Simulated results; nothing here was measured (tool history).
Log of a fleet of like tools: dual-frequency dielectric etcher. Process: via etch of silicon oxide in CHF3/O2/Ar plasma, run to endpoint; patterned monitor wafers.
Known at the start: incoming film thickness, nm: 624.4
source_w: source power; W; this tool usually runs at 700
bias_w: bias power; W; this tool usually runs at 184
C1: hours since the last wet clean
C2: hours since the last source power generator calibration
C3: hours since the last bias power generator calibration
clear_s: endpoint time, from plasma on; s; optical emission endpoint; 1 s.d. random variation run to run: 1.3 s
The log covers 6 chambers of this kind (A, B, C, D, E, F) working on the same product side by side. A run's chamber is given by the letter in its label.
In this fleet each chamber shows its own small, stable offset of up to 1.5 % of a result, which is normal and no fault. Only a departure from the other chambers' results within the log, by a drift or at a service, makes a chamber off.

{"run": "1C", "hour": 5.9, "source_w": 700, "bias_w": 184, "C1": 322.4, "C2": 1538.2, "C3": 39.0, "clear_s": 294.06}
{"hour": 14.4, "done": "chamber A: wet clean of the chamber"}
{"run": "2A", "hour": 14.8, "source_w": 700, "bias_w": 184, "C1": 0.4, "C2": 2336.5, "C3": 189.0, "clear_s": 296.81}
{"run": "3F", "hour": 21.4, "source_w": 700, "bias_w": 184, "C1": 114.6, "C2": 1063.8, "C3": 1569.7, "clear_s": 297.46}
{"run": "4E", "hour": 28.8, "source_w": 700, "bias_w": 184, "C1": 151.4, "C2": 1213.2, "C3": 331.9, "clear_s": 297.25}
{"run": "5B", "hour": 39.9, "source_w": 700, "bias_w": 184, "C1": 262.4, "C2": 1072.6, "C3": 2600.7, "clear_s": 293.98}
{"run": "6D", "hour": 46.5, "source_w": 820, "bias_w": 184, "C1": 130.5, "C2": 1943.2, "C3": 710.9, "clear_s": 279.26}
{"run": "7D", "hour": 59.0, "source_w": 820, "bias_w": 184, "C1": 143.0, "C2": 1955.7, "C3": 723.4, "clear_s": 277.92}
{"run": "8A", "hour": 68.4, "source_w": 820, "bias_w": 184, "C1": 54.0, "C2": 2390.1, "C3": 242.6, "clear_s": 281.51}
{"run": "9E", "hour": 74.0, "source_w": 820, "bias_w": 184, "C1": 196.6, "C2": 1258.4, "C3": 377.1, "clear_s": 280.24}
{"run": "10F", "hour": 86.6, "source_w": 820, "bias_w": 184, "C1": 179.8, "C2": 1129.0, "C3": 1634.9, "clear_s": 283.75}
{"run": "11B", "hour": 93.7, "source_w": 820, "bias_w": 184, "C1": 316.2, "C2": 1126.4, "C3": 2654.5, "clear_s": 277.54}
{"run": "12C", "hour": 105.1, "source_w": 700, "bias_w": 184, "C1": 421.6, "C2": 1637.4, "C3": 138.2, "clear_s": 294.68}
{"run": "13E", "hour": 110.8, "source_w": 700, "bias_w": 184, "C1": 233.4, "C2": 1295.2, "C3": 413.9, "clear_s": 296.46}
{"run": "14F", "hour": 116.5, "source_w": 700, "bias_w": 184, "C1": 209.7, "C2": 1158.9, "C3": 1664.8, "clear_s": 296.88}
{"run": "15B", "hour": 126.3, "source_w": 700, "bias_w": 184, "C1": 348.8, "C2": 1159.0, "C3": 2687.1, "clear_s": 292.28}
{"run": "16D", "hour": 135.9, "source_w": 700, "bias_w": 184, "C1": 219.9, "C2": 2032.6, "C3": 800.3, "clear_s": 296.47}
{"hour": 140.5, "done": "chamber C: wet clean of the chamber"}
{"run": "17A", "hour": 145.8, "source_w": 700, "bias_w": 219, "C1": 131.4, "C2": 2467.5, "C3": 320.0, "clear_s": 279.67}
{"run": "18C", "hour": 152.3, "source_w": 700, "bias_w": 219, "C1": 11.8, "C2": 1684.6, "C3": 185.4, "clear_s": 277.85}
{"run": "19E", "hour": 161.1, "source_w": 700, "bias_w": 219, "C1": 283.7, "C2": 1345.5, "C3": 464.2, "clear_s": 280.86}
{"run": "20F", "hour": 166.9, "source_w": 700, "bias_w": 219, "C1": 260.1, "C2": 1209.3, "C3": 1715.2, "clear_s": 281.27}
{"run": "21D", "hour": 172.5, "source_w": 700, "bias_w": 219, "C1": 256.5, "C2": 2069.2, "C3": 836.9, "clear_s": 280.64}
{"run": "22A", "hour": 184.5, "source_w": 700, "bias_w": 219, "C1": 170.1, "C2": 2506.2, "C3": 358.7, "clear_s": 280.47}
{"run": "23C", "hour": 193.8, "source_w": 700, "bias_w": 184, "C1": 53.3, "C2": 1726.1, "C3": 226.9, "clear_s": 295.88}
{"run": "24B", "hour": 204.8, "source_w": 630, "bias_w": 207, "C1": 427.3, "C2": 1237.5, "C3": 2765.6, "clear_s": 291.26}
{"run": "25B", "hour": 217.1, "source_w": 630, "bias_w": 207, "C1": 439.6, "C2": 1249.8, "C3": 2777.9, "clear_s": 292.28}
{"run": "26A", "hour": 223.9, "source_w": 630, "bias_w": 207, "C1": 209.5, "C2": 2545.6, "C3": 398.1, "clear_s": 294.61}
{"run": "27C", "hour": 233.5, "source_w": 630, "bias_w": 207, "C1": 93.0, "C2": 1765.8, "C3": 266.6, "clear_s": 296.95}
{"run": "28D", "hour": 239.9, "source_w": 630, "bias_w": 207, "C1": 323.9, "C2": 2136.6, "C3": 904.3, "clear_s": 297.66}
{"run": "29F", "hour": 250.8, "source_w": 630, "bias_w": 207, "C1": 344.0, "C2": 1293.2, "C3": 1799.1, "clear_s": 301.51}
{"run": "30E", "hour": 261.5, "source_w": 700, "bias_w": 184, "C1": 384.1, "C2": 1445.9, "C3": 564.6, "clear_s": 296.7}
{"run": "31B", "hour": 268.2, "source_w": 700, "bias_w": 184, "C1": 490.7, "C2": 1300.9, "C3": 2829.0, "clear_s": 291.15}
{"run": "32C", "hour": 274.2, "source_w": 700, "bias_w": 184, "C1": 133.7, "C2": 1806.5, "C3": 307.3, "clear_s": 295.77}
{"run": "33D", "hour": 280.5, "source_w": 700, "bias_w": 184, "C1": 364.5, "C2": 2177.2, "C3": 944.9, "clear_s": 297.53}
{"run": "34A", "hour": 291.8, "source_w": 700, "bias_w": 184, "C1": 277.4, "C2": 2613.5, "C3": 466.0, "clear_s": 297.27}
{"run": "35E", "hour": 301.1, "source_w": 700, "bias_w": 184, "C1": 423.7, "C2": 1485.5, "C3": 604.2, "clear_s": 296.05}
{"hour": 304.4, "done": "chamber E: wet clean of the chamber"}
{"run": "36F", "hour": 312.8, "source_w": 700, "bias_w": 184, "C1": 406.0, "C2": 1355.2, "C3": 1861.1, "clear_s": 301.74}
{"run": "37C", "hour": 323.4, "source_w": 700, "bias_w": 184, "C1": 182.9, "C2": 1855.7, "C3": 356.5, "clear_s": 296.09}
{"run": "38A", "hour": 332.3, "source_w": 700, "bias_w": 184, "C1": 317.9, "C2": 2654.0, "C3": 506.5, "clear_s": 296.22}
{"run": "39B", "hour": 339.1, "source_w": 700, "bias_w": 184, "C1": 561.6, "C2": 1371.8, "C3": 2899.9, "clear_s": 288.25}
{"run": "40E", "hour": 351.0, "source_w": 700, "bias_w": 184, "C1": 46.6, "C2": 1535.4, "C3": 654.1, "clear_s": 297.43}
{"run": "41D", "hour": 361.5, "source_w": 700, "bias_w": 184, "C1": 445.5, "C2": 2258.2, "C3": 1025.9, "clear_s": 297.14}
{"run": "42F", "hour": 373.5, "source_w": 700, "bias_w": 184, "C1": 466.7, "C2": 1415.9, "C3": 1921.8, "clear_s": 299.81}
{"run": "43B", "hour": 379.3, "source_w": 700, "bias_w": 184, "C1": 601.8, "C2": 1412.0, "C3": 2940.1, "clear_s": 286.71}

Read the log: is a single chamber off, either drifting away or since a service, is the gauge that measures every chamber drifting, or is nothing wrong beyond small per-chamber offsets? Name any odd chamber and what most likely caused it.

Chamber B drifts away from the others.
What lies behind it: etch rate over this chamber's usual, % = 2.6.

Here are 4 candidates for chamber B's next run, each the usual settings with a change, their results left as question marks. Which one brings its results back in line with what the others give on the usual settings?
In-line tolerance around the mean of the other chambers on the usual settings: clear_s 4.60 s
{"run": "44B-1", "hour": 388.4, "source_w": 840, "bias_w": 184, "clear_s": "?"}
{"run": "44B-2", "hour": 388.4, "source_w": 700, "bias_w": 149, "clear_s": "?"}
{"run": "44B-3", "hour": 388.4, "source_w": 660, "bias_w": 176, "clear_s": "?"}
{"run": "44B-4", "hour": 388.4, "source_w": 700, "bias_w": 204, "clear_s": "?"}

Other chambers, usual settings, mean: clear_s 296.99 s
run=44B-1 clear_s=267.71
run=44B-2 clear_s=307.16
run=44B-3 clear_s=297.73
run=44B-4 clear_s=277.21
44B-3 brings the chamber back in line.

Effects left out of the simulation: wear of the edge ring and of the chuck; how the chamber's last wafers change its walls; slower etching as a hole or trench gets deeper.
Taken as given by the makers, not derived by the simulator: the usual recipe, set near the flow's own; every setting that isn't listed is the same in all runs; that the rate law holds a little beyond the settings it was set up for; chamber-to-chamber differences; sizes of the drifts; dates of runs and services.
